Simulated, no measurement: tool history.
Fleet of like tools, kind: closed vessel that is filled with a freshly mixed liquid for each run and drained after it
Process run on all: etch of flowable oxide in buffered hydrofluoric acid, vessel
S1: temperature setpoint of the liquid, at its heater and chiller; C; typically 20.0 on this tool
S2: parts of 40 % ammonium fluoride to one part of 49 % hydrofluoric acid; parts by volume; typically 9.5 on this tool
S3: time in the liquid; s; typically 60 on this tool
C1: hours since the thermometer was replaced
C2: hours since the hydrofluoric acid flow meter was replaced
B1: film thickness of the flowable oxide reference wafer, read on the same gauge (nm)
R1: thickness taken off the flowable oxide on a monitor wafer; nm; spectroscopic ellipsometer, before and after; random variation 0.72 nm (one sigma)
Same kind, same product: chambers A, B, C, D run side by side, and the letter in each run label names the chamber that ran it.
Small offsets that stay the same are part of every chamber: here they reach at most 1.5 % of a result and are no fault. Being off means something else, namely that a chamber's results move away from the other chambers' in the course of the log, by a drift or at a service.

run    day    S1   S2  S3      C1      C2      B1      R1
 1A  0.133  20.0  9.5  60  1173.8   918.0  49.996  159.31
 2C  0.262  20.0  9.5  60  1986.4   863.2  50.035  160.00
 3D  0.383  20.0  9.5  60  1249.2  1381.7  50.004  161.54
 4B  0.529  20.0  9.5  60   826.4   469.0  50.013  162.52
 5A  0.712  20.0  9.5  60  1187.7   931.9  49.981  160.77
 6D  0.829  20.0  9.5  60  1259.9  1392.4  50.025  162.24
 7C  0.921  20.0  9.5  60  2002.2   879.0  49.983  160.86
 8B  1.042  20.0  9.5  60   838.7   481.3  50.007  161.07
 9D  1.188  20.0  9.5  60  1268.5  1401.0  50.020  161.74
10B  1.383  20.0  9.5  60   846.9   489.5  50.025  160.12
11C  1.492  20.0  9.5  60  2015.9   892.7  49.998  162.03
12A  1.688  20.0  9.5  60  1211.1   955.3  50.023  159.49
13A  1.829  20.0  9.5  60  1214.5   958.7  50.012  158.87
14C  1.938  20.0  9.5  60  2026.6   903.4  50.034  161.19
15B  2.125  24.5  9.5  90   864.7   507.3  50.005  309.99
16D  2.308  24.5  9.5  90  1295.4  1427.9  50.024  311.41
17B  2.404  24.5  9.5  90   871.4   514.0  50.014  306.88
18A  2.517  24.5  9.5  90  1231.0   975.2  49.978  301.82
19C  2.675  21.5  6.5  60  2044.3   921.1  50.004  255.66
20D  2.862  21.5  6.5  60  1308.7  1441.2  49.987  256.29
21A  2.996  21.5  6.5  60  1242.5   986.7  50.012  246.46
22C  3.096  21.5  6.5  60  2054.4   931.2  49.978  256.49
23B  3.196  22.0  8.0  60   890.4   533.0  50.010  208.84
24D  3.288  22.0  8.0  60  1318.9  1451.4  50.012  214.29
25A  3.417  22.0  8.0  60  1252.6   996.8  49.999  203.88
26B  3.521  22.0  8.0  60   898.2   540.8  49.998  210.99
27C  3.667  20.0  9.5  60  2068.1   944.9  50.001  162.46
28D  3.808  20.0  9.5  60  1331.4  1463.9  49.980  162.87
29D  4.000  20.0  9.5  60  1336.0  1468.5  49.996  161.80
30B  4.108  20.0  9.5  60   912.3   554.9  50.033  161.77
31C  4.288  20.0  9.5  60  2083.0   959.8  49.992  161.42
32A  4.488  20.0  9.5  60  1278.3  1022.5  49.978  153.16
33C  4.683  20.0  9.5  60  2092.5   969.3  50.010  162.19
34D  4.846  20.0  9.5  60  1356.3  1488.8  50.022  163.01

Has any chamber moved away from the others, gradually or after a service, or does the common gauge drift, or do the chambers differ only by their own small steady offsets? State the chamber and the most likely cause if one applies.

It is chamber A that slowly wanders off from its peers.
Cause: liquid colder than its thermometer reads (K) = 0.852.
With only this log, it may be confused with: hydrofluoric acid flow below the setpoint (%).

Here are 4 candidates for chamber A's next run, each the usual settings with a change, their results left as question marks. Which one brings its results back in line with what the others give on the usual settings?
Counts as in line when no further than this from what the other chambers average on the usual settings: R1 2.50 nm
35A-1  4.992  18.0   9.5  60               ?
35A-2  4.992  20.5   9.5  65               ?
35A-3  4.992  21.0   9.5  60               ?
35A-4  4.992  19.5  10.0  60               ?

The other chambers' mean on the usual settings: R1 161.36 nm
  run      R1
35A-1  136.61
35A-2  170.09
35A-3  161.38
35A-4  143.80
Change 35A-3 lands the chamber within the allowed miss of the other chambers.

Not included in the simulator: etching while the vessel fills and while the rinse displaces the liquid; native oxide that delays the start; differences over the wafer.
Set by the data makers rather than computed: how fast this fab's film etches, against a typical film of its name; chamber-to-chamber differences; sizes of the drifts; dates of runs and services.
